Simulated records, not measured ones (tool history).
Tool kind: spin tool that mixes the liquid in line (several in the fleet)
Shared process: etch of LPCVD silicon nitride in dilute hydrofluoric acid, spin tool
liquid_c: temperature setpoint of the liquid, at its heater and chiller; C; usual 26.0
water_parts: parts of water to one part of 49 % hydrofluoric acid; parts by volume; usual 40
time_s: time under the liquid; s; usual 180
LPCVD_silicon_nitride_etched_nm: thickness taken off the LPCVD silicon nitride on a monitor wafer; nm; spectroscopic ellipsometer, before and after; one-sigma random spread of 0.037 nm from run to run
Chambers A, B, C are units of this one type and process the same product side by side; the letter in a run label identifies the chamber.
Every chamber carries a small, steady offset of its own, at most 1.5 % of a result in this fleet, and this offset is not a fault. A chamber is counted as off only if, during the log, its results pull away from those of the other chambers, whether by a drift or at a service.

| run | day | liquid_c | water_parts | time_s | read-back film thickness of the LPCVD silicon nitride reference wafer, read on the same gauge (nm) | LPCVD_silicon_nitride_etched_nm |
|---|---|---|---|---|---|---|
| 1C | 0.454 | 26.0 | 40 | 180 | 99.997 | 2.3703 |
| 2B | 0.767 | 26.0 | 40 | 180 | 100.010 | 2.3754 |
| 3A | 1.229 | 26.0 | 40 | 180 | 100.020 | 2.3480 |
| 4C | 1.688 | 26.0 | 40 | 180 | 99.978 | 2.3652 |
| 5A | 2.204 | 26.0 | 40 | 180 | 99.992 | 2.4401 |
| 6B | 2.562 | 26.0 | 40 | 180 | 100.010 | 2.3903 |
| 7C | 3.000 | 26.0 | 40 | 180 | 99.986 | 2.2301 |
| 8A | 3.342 | 26.0 | 40 | 180 | 99.996 | 2.4455 |
| 9B | 3.825 | 26.0 | 45 | 290 | 99.971 | 3.3711 |
| 10C | 4.300 | 26.0 | 45 | 290 | 100.010 | 3.1611 |
|  | 4.646 | chamber C: hydrofluoric acid flow meter replaced |
| 11A | 4.738 | 26.0 | 45 | 290 | 99.994 | 3.4586 |
| 12B | 5.258 | 26.0 | 40 | 180 | 99.982 | 2.2994 |
| 13C | 5.725 | 26.0 | 40 | 180 | 99.993 | 2.2444 |
| 14A | 6.100 | 26.0 | 40 | 180 | 100.020 | 2.4487 |
| 15B | 6.362 | 26.0 | 40 | 180 | 100.010 | 2.3494 |
| 16A | 6.608 | 26.0 | 40 | 180 | 100.020 | 2.3295 |
| 17B | 6.875 | 30.5 | 40 | 180 | 100.020 | 3.2224 |
| 18C | 7.271 | 30.5 | 40 | 180 | 99.960 | 2.9756 |
| 19A | 7.604 | 30.5 | 40 | 180 | 100.010 | 3.2216 |
| 20C | 8.021 | 26.0 | 40 | 180 | 100.010 | 2.2021 |
| 21B | 8.275 | 26.0 | 40 | 180 | 99.998 | 2.3225 |
| 22B | 8.733 | 24.0 | 30 | 180 | 100.000 | 2.7078 |
| 23C | 9.262 | 24.0 | 30 | 180 | 99.990 | 2.4128 |
| 24A | 9.642 | 24.0 | 30 | 180 | 100.010 | 2.7586 |
| 25A | 9.967 | 26.0 | 40 | 180 | 100.020 | 2.3638 |
|  | 10.050 | chamber B: hydrofluoric acid flow meter replaced |
| 26B | 10.412 | 26.0 | 40 | 180 | 100.000 | 2.2906 |
| 27C | 10.667 | 26.0 | 40 | 180 | 99.987 | 2.1312 |
|  | 11.104 | chamber A: hydrofluoric acid flow meter replaced |
| 28C | 11.200 | 23.5 | 30 | 180 | 99.990 | 2.3315 |
| 29B | 11.675 | 23.5 | 30 | 180 | 100.020 | 2.5443 |
| 30A | 11.938 | 23.5 | 30 | 180 | 100.010 | 2.6370 |
| 31B | 12.429 | 26.0 | 40 | 180 | 100.010 | 2.3258 |
| 32C | 12.812 | 22.5 | 60 | 180 | 99.989 | 1.0744 |
| 33A | 13.208 | 22.5 | 60 | 180 | 100.020 | 1.2492 |
|  | 13.575 | chamber A: thermometer replaced |
| 34A | 13.692 | 22.5 | 60 | 180 | 100.010 | 1.2577 |
| 35C | 14.158 | 26.0 | 40 | 180 | 99.990 | 2.0499 |

All chambers now run identical settings, listed one chamber a line with results as question marks. What results will each chamber show?
| 36A | 14.538 | 28.0 | 40 | 180 |  | ? |
| 36B | 14.538 | 28.0 | 40 | 180 |  | ? |
| 36C | 14.538 | 28.0 | 40 | 180 |  | ? |

| run | LPCVD_silicon_nitride_etched_nm |
|---|---|
| 36A | 2.5846 |
| 36B | 2.6459 |
| 36C | 2.2739 |
